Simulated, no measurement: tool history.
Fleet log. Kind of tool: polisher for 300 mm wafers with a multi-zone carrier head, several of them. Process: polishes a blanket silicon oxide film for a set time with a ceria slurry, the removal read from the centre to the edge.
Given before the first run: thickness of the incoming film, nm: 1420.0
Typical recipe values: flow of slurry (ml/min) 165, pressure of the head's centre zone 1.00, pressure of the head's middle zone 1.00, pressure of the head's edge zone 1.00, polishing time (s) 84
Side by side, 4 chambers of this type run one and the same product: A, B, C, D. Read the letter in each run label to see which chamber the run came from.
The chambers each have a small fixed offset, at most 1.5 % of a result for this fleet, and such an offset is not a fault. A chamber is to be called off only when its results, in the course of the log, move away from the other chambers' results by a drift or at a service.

run    day  flow of slurry (ml/min)  pressure of the head's centre zone  pressure of the head's middle zone  pressure of the head's edge zone  polishing time (s)  film removed at the wafer's centre (nm)  film removed at mid-radius (nm)  film removed at the wafer's edge (nm)
     0.125  -- chamber C: worn pad replaced by a new one
     0.158  -- chamber B: worn pad replaced by a new one
     0.175  -- chamber A: centre zone pressure recalibrated
 1C  0.196                      165                                1.00                                1.00                              1.00                  84                                   459.96                           447.65                                 448.22
 2A  0.529                      165                                1.00                                1.00                              1.00                  84                                   448.62                           454.10                                 440.45
     0.538  -- chamber A: worn pad replaced by a new one
 3B  0.842                      165                                1.00                                1.00                              1.00                  84                                   449.51                           449.11                                 459.18
 4D  1.083                      165                                1.00                                1.00                              1.00                  84                                   448.50                           447.44                                 453.18
 5A  1.421                      165                                1.00                                1.00                              1.00                  84                                   459.11                           447.38                                 447.94
     1.475  -- chamber D: worn pad replaced by a new one
 6B  1.758                      165                                1.00                                1.00                              0.94                  57                                   302.57                           311.17                                 299.10
 7D  1.975                      165                                1.00                                1.00                              0.94                  57                                   304.54                           300.73                                 294.59
     1.983  -- chamber D: slurry nozzle cleaned
 8C  2.150                      165                                1.00                                1.00                              0.94                  57                                   308.63                           303.69                                 303.65
     2.208  -- chamber B: centre zone pressure recalibrated
 9D  2.417                      165                                1.00                                1.00                              0.94                  57                                   300.49                           305.98                                 294.35
10B  2.600                      165                                1.00                                1.00                              1.00                  84                                   427.44                           438.27                                 448.08
11C  2.812                      165                                1.00                                1.00                              1.00                  84                                   463.32                           446.26                                 452.17
12A  3.017                      165                                1.00                                1.00                              1.00                  84                                   448.75                           449.28                                 444.04
     3.292  -- chamber D: worn pad replaced by a new one
13D  3.354                      165                                1.00                                1.00                              1.00                  84                                   452.58                           448.10                                 450.68
14A  3.562                      165                                1.00                                1.00                              1.00                  84                                   456.82                           447.01                                 453.95
15C  3.779                      165                                0.89                                1.00                              1.00                  84                                   406.94                           441.51                                 451.36
     3.979  -- chamber A: worn pad replaced by a new one
     4.008  -- chamber B: worn pad replaced by a new one
     4.008  -- chamber C: worn pad replaced by a new one
16B  4.121                      165                                0.89                                1.00                              1.00                  84                                   382.83                           450.66                                 460.43
17A  4.312                      165                                0.89                                1.00                              1.00                  84                                   401.19                           456.17                                 444.82
18D  4.550                      165                                0.89                                1.00                              1.00                  84                                   397.67                           441.30                                 455.92
19B  4.792                      165                                1.00                                1.00                              1.00                  84                                   432.79                           447.11                                 452.54
20C  5.058                      165                                1.00                                1.00                              1.00                  84                                   458.78                           456.33                                 459.20
     5.250  -- chamber D: worn pad replaced by a new one
     5.283  -- chamber A: slurry nozzle cleaned
21C  5.333                      165                                1.00                                0.93                              1.00                  84                                   455.76                           424.48                                 449.30
22A  5.583                      165                                1.00                                0.93                              1.00                  84                                   453.79                           418.56                                 453.46
23B  5.750                      165                                1.00                                0.93                              1.00                  84                                   435.20                           418.09                                 456.48
24D  5.917                      165                                1.00                                0.93                              1.00                  84                                   452.47                           415.64                                 446.25

Is one chamber off against the others, does the gauge drift, or is nothing wrong? If a chamber is off, say which, and what the likeliest cause is.

A service on chamber B put it out of line with the rest.
Most likely cause: centre zone's pressure below its setpoint, % = 3.75.

Below are 4 candidate recipes for chamber B's next run, each the usual settings with a change, their results shown as question marks. Which of them brings B's results back in line with what the other chambers give on the usual settings?
A result is in line if it is within this distance of the other chambers' mean on the usual settings: film removed at the wafer's centre (nm) 13.00; film removed at mid-radius (nm) 18.00; film removed at the wafer's edge (nm) 18.00
25B-1  6.162                      160                                0.96                                1.00                              1.02                  84                                        ?                                ?                                      ?
25B-2  6.162                      170                                1.04                                1.00                              0.98                  84                                        ?                                ?                                      ?
25B-3  6.162                      175                                1.08                                1.00                              0.96                  84                                        ?                                ?                                      ?
25B-4  6.162                      155                                0.92                                1.00                              1.04                  84                                        ?                                ?                                      ?

Mean of the other chambers on the usual settings: film removed at the wafer's centre (nm) 454.27; film removed at mid-radius (nm) 449.47; film removed at the wafer's edge (nm) 452.11
  run  film removed at the wafer's centre (nm)  film removed at mid-radius (nm)  film removed at the wafer's edge (nm)
25B-1                                   410.68                           444.51                                 461.13
25B-2                                   453.79                           449.08                                 455.04
25B-3                                   475.46                           451.17                                 451.80
25B-4                                   389.25                           442.02                                 463.96
With 25B-2, the chamber falls back in line with the rest.
